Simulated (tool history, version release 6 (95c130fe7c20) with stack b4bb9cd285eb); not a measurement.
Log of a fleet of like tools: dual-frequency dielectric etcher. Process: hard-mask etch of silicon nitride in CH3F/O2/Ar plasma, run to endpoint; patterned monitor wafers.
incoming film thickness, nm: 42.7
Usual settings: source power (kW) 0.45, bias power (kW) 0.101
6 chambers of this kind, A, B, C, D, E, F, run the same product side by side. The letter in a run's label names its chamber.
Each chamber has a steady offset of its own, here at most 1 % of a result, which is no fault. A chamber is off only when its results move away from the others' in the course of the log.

run   hour  source power (kW)  bias power (kW)  endpoint time (s)
 1A    5.3               0.45            0.101             52.323
 2E   10.6               0.45            0.101             52.316
 3D     14               0.45            0.101             51.643
 4B   17.3               0.45            0.101             52.717
 5C   20.8               0.45            0.101             52.043
 6F   26.3               0.45            0.101             52.725
 7C   31.6               0.45            0.101             52.246
 8E   35.5               0.45            0.101               52.4
      35.9  -- chamber E: bias power generator calibrated
 9A   38.7               0.45            0.101             52.121
10D   41.8               0.45            0.101             52.175
11F   47.1               0.45            0.101              52.61
12B   52.2               0.45            0.101             52.846
13D   55.8               0.45            0.101             51.713
14F   61.7               0.45            0.101             52.708
15C     68               0.45            0.101              51.94
16E   72.7               0.45            0.101             52.532
17A   78.2               0.45            0.101             51.796
18B   81.4               0.45            0.101               52.7
19F   87.4               0.45            0.101             52.563
20B   91.2               0.45            0.101             52.858
21C   94.2               0.45            0.101             52.146
22A   97.2               0.45            0.101             51.631
23E  102.6               0.45            0.101             52.359
24D  107.1               0.45            0.094             53.203
25C  112.4               0.45            0.094             53.447
26F  116.6               0.45            0.094             54.073
27A  122.4               0.45            0.094             52.876
28E  127.9               0.45            0.094             53.438
29D  133.4               0.45            0.094             53.586
30B  136.3               0.45            0.101             52.425
31D  140.7               0.45            0.101             51.989
32B  146.5               0.45            0.101             52.844
33C  152.9               0.45            0.101             52.012
34A  156.1               0.45            0.101             51.184
35F  160.8               0.45            0.101             52.699
36E  163.8               0.45            0.101             52.068
37F  168.5               0.45            0.101             52.968
38C    174               0.45            0.101             51.836
39A  180.2               0.45            0.101             51.256
40B  183.3               0.45            0.101             52.386

Next, every chamber runs the same settings. What will each give?
41A  188.1               0.45            0.101                  ?
41B  188.1               0.45            0.101                  ?
41C  188.1               0.45            0.101                  ?
41D  188.1               0.45            0.101                  ?
41E  188.1               0.45            0.101                  ?
41F  188.1               0.45            0.101                  ?

run  endpoint time (s)
41A             51.156
41B             52.696
41C             52.339
41D             51.825
41E             52.449
41F             52.688
